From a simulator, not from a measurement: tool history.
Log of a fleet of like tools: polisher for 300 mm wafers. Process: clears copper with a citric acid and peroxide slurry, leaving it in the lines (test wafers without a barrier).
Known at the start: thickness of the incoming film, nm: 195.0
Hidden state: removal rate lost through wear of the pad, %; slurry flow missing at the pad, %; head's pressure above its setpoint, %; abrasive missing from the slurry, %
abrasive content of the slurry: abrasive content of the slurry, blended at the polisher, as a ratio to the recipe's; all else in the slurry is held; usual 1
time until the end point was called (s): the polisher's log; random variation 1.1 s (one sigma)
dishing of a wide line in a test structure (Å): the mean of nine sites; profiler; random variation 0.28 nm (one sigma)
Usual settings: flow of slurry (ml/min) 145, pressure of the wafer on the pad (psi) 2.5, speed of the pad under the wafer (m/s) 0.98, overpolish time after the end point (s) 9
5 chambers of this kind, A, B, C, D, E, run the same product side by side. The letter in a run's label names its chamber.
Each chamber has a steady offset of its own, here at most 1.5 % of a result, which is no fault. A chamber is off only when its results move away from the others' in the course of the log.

| run | hour | flow of slurry (ml/min) | pressure of the wafer on the pad (psi) | speed of the pad under the wafer (m/s) | abrasive content of the slurry | overpolish time after the end point (s) | wafers polished on this pad | hours since the slurry nozzle was cleaned | hours since the head pressure was calibrated | hours since the slurry blender was calibrated | time until the end point was called (s) | dishing of a wide line in a test structure (Å) |
|---|---|---|---|---|---|---|---|---|---|---|---|---|
| 1A | 11.1 | 145 | 2.5 | 0.98 | 1 | 9 | 773 | 357.7 | 960.8 | 285.6 | 90.767 | 149.45 |
|  | 22.8 | chamber B: slurry blender recalibrated |
| 2B | 26 | 145 | 2.5 | 0.98 | 1 | 9 | 811 | 502.9 | 975.7 | 3.2 | 89.142 | 147.76 |
|  | 38.4 | chamber C: slurry blender recalibrated |
| 3E | 41.5 | 145 | 2.5 | 0.98 | 1 | 9 | 660 | 255.1 | 1045.4 | 235.6 | 89.878 | 145.8 |
|  | 49.4 | chamber E: worn pad replaced by a new one |
| 4D | 51.6 | 145 | 2.5 | 0.98 | 1 | 9 | 681 | 428.2 | 308.4 | 143.6 | 92.911 | 145.92 |
| 5C | 59.5 | 145 | 2.5 | 0.98 | 1 | 9 | 861 | 309.6 | 137 | 21.1 | 89.294 | 150.13 |
|  | 63.8 | chamber C: worn pad replaced by a new one |
| 6B | 70.3 | 145 | 2.5 | 0.98 | 1 | 9 | 1197 | 547.2 | 1020 | 47.5 | 91.368 | 147.1 |
|  | 72.1 | chamber E: slurry blender recalibrated |
|  | 72.6 | chamber D: worn pad replaced by a new one |
|  | 76.9 | chamber C: slurry nozzle cleaned |
|  | 78.1 | chamber B: worn pad replaced by a new one |
| 7C | 82.3 | 145 | 3 | 0.98 | 1 | 5 | 161 | 5.4 | 159.8 | 43.9 | 76.352 | 102.04 |
|  | 90.6 | chamber A: worn pad replaced by a new one |
|  | 93.1 | chamber B: slurry nozzle cleaned |
| 8D | 97.2 | 145 | 3 | 0.98 | 1 | 5 | 214 | 473.8 | 354 | 189.2 | 77.035 | 101.73 |
| 9E | 108.5 | 145 | 3 | 0.98 | 1 | 5 | 515 | 322.1 | 1112.4 | 36.4 | 76.235 | 99.415 |
| 10A | 115.9 | 145 | 3 | 0.98 | 1 | 5 | 220 | 462.5 | 1065.6 | 390.4 | 73.944 | 102.57 |
|  | 116.4 | chamber A: head pressure recalibrated |
| 11B | 126 | 145 | 3 | 0.98 | 1 | 5 | 417 | 32.9 | 1075.7 | 103.2 | 75.756 | 101.29 |
|  | 132.3 | chamber E: worn pad replaced by a new one |
| 12D | 133.2 | 145 | 2.5 | 0.98 | 1 | 9 | 527 | 509.8 | 390 | 225.2 | 92.198 | 150.43 |
| 13C | 140.6 | 145 | 2.5 | 0.98 | 1 | 9 | 669 | 63.7 | 218.1 | 102.2 | 91.079 | 142.9 |
| 14E | 149 | 145 | 1.9 | 1.16 | 1 | 9 | 146 | 362.6 | 1152.9 | 76.9 | 100.17 | 132.38 |
| 15A | 159.8 | 145 | 1.9 | 1.16 | 1 | 9 | 602 | 506.4 | 43.5 | 434.3 | 102.27 | 133.8 |
|  | 161.3 | chamber B: slurry blender recalibrated |
|  | 166 | chamber C: worn pad replaced by a new one |
| 16D | 170.3 | 145 | 1.9 | 1.16 | 1 | 9 | 850 | 546.9 | 427.1 | 262.3 | 101.76 | 126.07 |
|  | 172.4 | chamber D: worn pad replaced by a new one |
|  | 174.7 | chamber A: slurry blender recalibrated |
| 17E | 179.3 | 145 | 1.9 | 1.16 | 1 | 9 | 409 | 392.9 | 1183.2 | 107.2 | 100.45 | 134.84 |
| 18B | 187.6 | 145 | 1.9 | 1.16 | 1 | 9 | 953 | 94.5 | 1137.3 | 26.3 | 100.38 | 130.24 |
| 19C | 203.5 | 145 | 2.5 | 0.98 | 1 | 9 | 326 | 126.6 | 281 | 165.1 | 91.85 | 147.07 |
|  | 209.4 | chamber C: head pressure recalibrated |
|  | 214.2 | chamber E: worn pad replaced by a new one |
| 20A | 218.1 | 145 | 2.5 | 1.24 | 1 | 13 | 1110 | 564.7 | 101.8 | 43.5 | 71.602 | 257.78 |
|  | 218.4 | chamber A: worn pad replaced by a new one |
| 21C | 228.1 | 145 | 2.5 | 1.24 | 1 | 13 | 540 | 151.2 | 18.7 | 189.7 | 70.931 | 256.26 |
|  | 231.4 | chamber B: worn pad replaced by a new one |
|  | 242.6 | chamber C: slurry blender recalibrated |
| 22E | 242.8 | 145 | 2.5 | 1.24 | 1 | 13 | 249 | 456.4 | 1246.7 | 170.7 | 71.112 | 255.02 |
| 23D | 256.4 | 145 | 2.5 | 1.24 | 1 | 13 | 731 | 633 | 513.2 | 348.4 | 76.515 | 258.49 |
|  | 260.4 | chamber D: worn pad replaced by a new one |
|  | 260.7 | chamber C: worn pad replaced by a new one |
|  | 262.9 | chamber E: head pressure recalibrated |
| 24A | 265.8 | 145 | 2.5 | 1.24 | 1 | 13 | 412 | 612.4 | 149.5 | 91.2 | 71.309 | 259.05 |
| 25B | 277 | 145 | 2.5 | 0.98 | 1 | 9 | 397 | 183.9 | 1226.7 | 115.7 | 90.52 | 146.84 |
|  | 282.9 | chamber B: head pressure recalibrated |
| 26E | 287 | 120 | 2.5 | 0.98 | 0.9 | 9 | 634 | 500.6 | 24.2 | 214.9 | 99.188 | 142.87 |
|  | 297.7 | chamber E: worn pad replaced by a new one |
|  | 300.4 | chamber B: slurry blender recalibrated |
| 27A | 301.4 | 120 | 2.5 | 0.98 | 0.9 | 9 | 722 | 648 | 185.1 | 126.8 | 96.721 | 139.21 |
| 28B | 312.5 | 120 | 2.5 | 0.98 | 0.9 | 9 | 706 | 219.4 | 29.7 | 12.1 | 95.432 | 134.79 |
| 29C | 323 | 120 | 2.5 | 0.98 | 0.9 | 9 | 543 | 246.1 | 113.6 | 80.4 | 96.264 | 140.9 |
| 30D | 334.5 | 120 | 2.5 | 0.98 | 0.9 | 9 | 645 | 711.1 | 591.3 | 426.5 | 103.33 | 131.04 |
| 31E | 343.6 | 145 | 2.5 | 0.98 | 1 | 9 | 400 | 557.2 | 80.8 | 271.5 | 91.482 | 143.45 |
|  | 350.8 | chamber B: worn pad replaced by a new one |
| 32B | 357.5 | 145 | 2.5 | 0.98 | 1 | 9 | 59 | 264.4 | 74.7 | 57.1 | 91.247 | 144.03 |
|  | 358.7 | chamber A: worn pad replaced by a new one |
|  | 364.4 | chamber C: worn pad replaced by a new one |
| 33A | 368.4 | 145 | 2.5 | 0.98 | 1 | 9 | 85 | 715 | 252.1 | 193.8 | 92.285 | 149.22 |
| 34C | 379.6 | 145 | 2.5 | 0.98 | 1 | 5 | 132 | 302.7 | 170.2 | 137 | 89.313 | 82.383 |

What goes on in this fleet: one chamber off, a drifting gauge, or nothing beyond the chambers' own small offsets? Name the chamber and the cause, if any.

Chamber D drifts away from the others.
Cause: abrasive missing from the slurry, % = 35.5.
The log may not tell that from: slurry flow missing at the pad, %; head's pressure below its setpoint, %.

Here are 4 candidates for chamber D's next run, each the usual settings with a change, their results left as question marks. Which one brings its results back in line with what the others give on the usual settings?
In line means no further than this from the other chambers' mean on the usual settings: time until the end point was called (s) 3.8; dishing of a wide line in a test structure (Å) 9.6
| 35D-1 | 391.2 | 145 | 2.6 | 1.04 | 1 | 9 |  |  |  |  | ? | ? |
| 35D-2 | 391.2 | 145 | 2.4 | 0.94 | 1 | 9 |  |  |  |  | ? | ? |
| 35D-3 | 391.2 | 145 | 2.5 | 1 | 1 | 9 |  |  |  |  | ? | ? |
| 35D-4 | 391.2 | 145 | 2.5 | 0.96 | 1 | 9 |  |  |  |  | ? | ? |

The other chambers' mean on the usual settings: time until the end point was called (s) 90.984; dishing of a wide line in a test structure (Å) 146.94
| run | time until the end point was called (s) | dishing of a wide line in a test structure (Å) |
|---|---|---|
| 35D-1 | 91.19 | 149.4 |
| 35D-2 | 108.65 | 126.24 |
| 35D-3 | 98.394 | 138.87 |
| 35D-4 | 102.35 | 133.77 |
35D-1 brings the chamber back in line.

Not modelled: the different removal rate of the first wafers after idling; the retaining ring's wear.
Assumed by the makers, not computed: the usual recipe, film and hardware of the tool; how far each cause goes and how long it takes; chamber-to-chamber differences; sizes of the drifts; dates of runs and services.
